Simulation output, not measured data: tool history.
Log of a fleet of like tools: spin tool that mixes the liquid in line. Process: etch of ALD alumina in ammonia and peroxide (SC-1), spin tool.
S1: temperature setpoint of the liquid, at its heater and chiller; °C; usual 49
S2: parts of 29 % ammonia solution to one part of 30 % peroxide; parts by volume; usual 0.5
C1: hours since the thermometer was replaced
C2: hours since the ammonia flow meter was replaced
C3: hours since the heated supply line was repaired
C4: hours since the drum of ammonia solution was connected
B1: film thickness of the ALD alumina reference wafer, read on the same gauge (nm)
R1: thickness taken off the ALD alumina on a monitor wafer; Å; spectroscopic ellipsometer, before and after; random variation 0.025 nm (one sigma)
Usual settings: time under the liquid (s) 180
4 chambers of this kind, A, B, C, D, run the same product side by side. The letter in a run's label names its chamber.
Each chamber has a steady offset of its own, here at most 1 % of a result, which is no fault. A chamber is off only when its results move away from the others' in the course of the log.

Run 1D, hour 7.1: usual settings; C1 886.4; C2 282.1; C3 968.5; C4 348.1; B1 140.01. Result: R1 60.788 Å.
Run 2B, hour 11.4: usual settings; C1 829.4; C2 343; C3 72.3; C4 169.3; B1 140.02. Result: R1 60.66 Å.
Run 3A, hour 14.9: usual settings; C1 1677.3; C2 576.6; C3 762.1; C4 556.4; B1 140.03. Result: R1 60.906 Å.
Run 4C, hour 21.3: usual settings; C1 907.6; C2 235.2; C3 2275.5; C4 560.8; B1 140.01. Result: R1 62.16 Å.
Run 5C, hour 26.7: usual settings but S1 57 °C, S2 0.6 parts by volume; C1 913; C2 240.6; C3 2280.9; C4 566.2; B1 140.03. Result: R1 96.934 Å.
Run 6D, hour 31.6: usual settings but S1 57 °C, S2 0.6 parts by volume; C1 910.9; C2 306.6; C3 993; C4 372.6; B1 140.01. Result: R1 96.306 Å.
Run 7A, hour 39.2: usual settings but S1 57 °C, S2 0.6 parts by volume; C1 1701.6; C2 600.9; C3 786.4; C4 580.7; B1 140.01. Result: R1 96.55 Å.
Run 8B, hour 44.3: usual settings but S1 57 °C, S2 0.6 parts by volume; C1 862.3; C2 375.9; C3 105.2; C4 202.2; B1 140. Result: R1 94.866 Å.
Run 9B, hour 50.4: usual settings but S2 0.6 parts by volume, time under the liquid (s) 220; C1 868.4; C2 382; C3 111.3; C4 208.3; B1 140.01. Result: R1 75.49 Å.
Run 10A, hour 55.5: usual settings but S2 0.6 parts by volume, time under the liquid (s) 220; C1 1717.9; C2 617.2; C3 802.7; C4 597; B1 139.98. Result: R1 75.287 Å.
Run 11C, hour 60.6: usual settings but S2 0.6 parts by volume, time under the liquid (s) 220; C1 946.9; C2 274.5; C3 2314.8; C4 600.1; B1 139.99. Result: R1 77.282 Å.
Run 12D, hour 66.8: usual settings but S2 0.6 parts by volume, time under the liquid (s) 220; C1 946.1; C2 341.8; C3 1028.2; C4 407.8; B1 140.01. Result: R1 75.045 Å.
At hour 66.9: chamber D: new drum of ammonia solution connected.
Run 13A, hour 71.2: usual settings; C1 1733.6; C2 632.9; C3 818.4; C4 612.7; B1 140.01. Result: R1 60.763 Å.
Run 14B, hour 77.9: usual settings; C1 895.9; C2 409.5; C3 138.8; C4 235.8; B1 140. Result: R1 60.94 Å.
At hour 81.5: chamber C: heated supply line repaired.
Run 15C, hour 85.4: usual settings; C1 971.7; C2 299.3; C3 3.9; C4 624.9; B1 139.99. Result: R1 61.446 Å.
Run 16D, hour 89.2: usual settings; C1 968.5; C2 364.2; C3 1050.6; C4 22.4; B1 140.02. Result: R1 60.569 Å.
Run 17A, hour 93.5: usual settings; C1 1755.9; C2 655.2; C3 840.7; C4 635; B1 140.02. Result: R1 60.29 Å.
Run 18C, hour 99.9: usual settings; C1 986.2; C2 313.8; C3 18.4; C4 639.4; B1 139.98. Result: R1 61.42 Å.
Run 19B, hour 106.1: usual settings; C1 924.1; C2 437.7; C3 167; C4 264; B1 139.97. Result: R1 60.527 Å.
Run 20D, hour 110.3: usual settings but S2 0.3 parts by volume; C1 989.6; C2 385.3; C3 1071.7; C4 43.5; B1 140.02. Result: R1 57.625 Å.
Run 21A, hour 115.9: usual settings but S2 0.3 parts by volume; C1 1778.3; C2 677.6; C3 863.1; C4 657.4; B1 140.01. Result: R1 57.789 Å.
Run 22C, hour 123.8: usual settings but S2 0.3 parts by volume; C1 1010.1; C2 337.7; C3 42.3; C4 663.3; B1 140.03. Result: R1 59.122 Å.
Run 23D, hour 131.6: usual settings but S2 0.3 parts by volume; C1 1010.9; C2 406.6; C3 1093; C4 64.8; B1 140. Result: R1 57.903 Å.
Run 24B, hour 137.8: usual settings; C1 955.8; C2 469.4; C3 198.7; C4 295.7; B1 139.99. Result: R1 60.91 Å.
Run 25B, hour 141.8: usual settings; C1 959.8; C2 473.4; C3 202.7; C4 299.7; B1 140. Result: R1 61.201 Å.
Run 26A, hour 147.3: usual settings; C1 1809.7; C2 709; C3 894.5; C4 688.8; B1 139.98. Result: R1 60.042 Å.
Run 27C, hour 152.7: usual settings; C1 1039; C2 366.6; C3 71.2; C4 692.2; B1 140. Result: R1 62.187 Å.
Run 28D, hour 158.4: usual settings; C1 1037.7; C2 433.4; C3 1119.8; C4 91.6; B1 140.04. Result: R1 60.773 Å.
Run 29C, hour 165.3: usual settings; C1 1051.6; C2 379.2; C3 83.8; C4 704.8; B1 140. Result: R1 61.424 Å.
Run 30B, hour 170.3: usual settings; C1 988.3; C2 501.9; C3 231.2; C4 328.2; B1 140. Result: R1 60.947 Å.
Run 31A, hour 174.3: usual settings; C1 1836.7; C2 736; C3 921.5; C4 715.8; B1 140. Result: R1 59.121 Å.
Run 32D, hour 181.7: usual settings; C1 1061; C2 456.7; C3 1143.1; C4 114.9; B1 139.97. Result: R1 60.543 Å.

Next, every chamber runs the same settings. What will each give?
Run 33A, hour 187.4: usual settings. Result: R1 ?.
Run 33B, hour 187.4: usual settings. Result: R1 ?.
Run 33C, hour 187.4: usual settings. Result: R1 ?.
Run 33D, hour 187.4: usual settings. Result: R1 ?.

run      R1
33A  59.144
33B   60.63
33C   61.81
33D  60.758
